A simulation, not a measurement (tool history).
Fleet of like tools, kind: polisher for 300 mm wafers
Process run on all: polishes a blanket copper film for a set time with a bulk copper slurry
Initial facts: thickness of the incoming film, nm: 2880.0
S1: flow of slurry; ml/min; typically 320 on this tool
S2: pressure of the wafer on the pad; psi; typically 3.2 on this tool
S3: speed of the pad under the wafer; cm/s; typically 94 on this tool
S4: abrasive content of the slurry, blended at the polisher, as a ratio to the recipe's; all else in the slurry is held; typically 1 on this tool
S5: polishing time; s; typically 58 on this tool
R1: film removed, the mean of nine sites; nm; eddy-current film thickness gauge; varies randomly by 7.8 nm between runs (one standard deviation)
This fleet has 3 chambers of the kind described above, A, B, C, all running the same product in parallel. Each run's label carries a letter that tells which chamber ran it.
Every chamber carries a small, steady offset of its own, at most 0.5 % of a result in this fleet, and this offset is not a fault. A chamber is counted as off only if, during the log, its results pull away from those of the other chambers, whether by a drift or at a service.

run	hour	S1	S2	S3	S4	S5	R1
1A	4.0	320	3.2	94	1	58	560.09
2B	9.5	320	3.2	94	1	58	556.71
3C	15.7	320	3.2	94	1	58	555.37
4C	20.9	320	3.2	94	1	58	563.71
5B	27.5	320	3.2	94	1	58	566.97
6A	31.9	320	3.2	94	1	58	567.26
7C	38.5	320	3.2	94	1	58	563.02
8A	41.6	320	3.2	94	1	58	568.66
# hour 42.8: chamber C: worn pad replaced by a new one
9B	45.8	320	3.2	94	1	58	554.74
10C	52.4	320	3.2	94	1	58	579.83
11B	55.9	265	3.2	94	1	58	554.55
12A	59.1	265	3.2	94	1	58	554.58
13B	62.2	265	3.2	94	1	58	547.27
# hour 64.3: chamber A: slurry nozzle cleaned
14A	65.4	320	3.2	94	1	47	449.93
15C	69.3	320	3.2	94	1	47	464.97
16B	72.5	320	3.2	94	1	47	442.10
17C	76.6	320	3.2	94	1	65	635.86
# hour 77.2: chamber A: slurry blender recalibrated
# hour 77.3: chamber B: worn pad replaced by a new one
18A	80.9	320	3.2	94	1	65	606.86
19A	87.4	320	3.2	94	1	65	606.43
20C	93.5	320	3.2	122	1	58	755.61
21B	96.8	320	3.2	122	1	58	733.41
22A	100.1	320	3.2	122	1	58	685.59

The same settings go to every chamber for the next run, one line per chamber below. Forecast the results for each:
23A	105.0	320	3.2	94	1	39	?
23B	105.0	320	3.2	94	1	39	?
23C	105.0	320	3.2	94	1	39	?

run	R1
23A	355.49
23B	381.53
23C	395.41
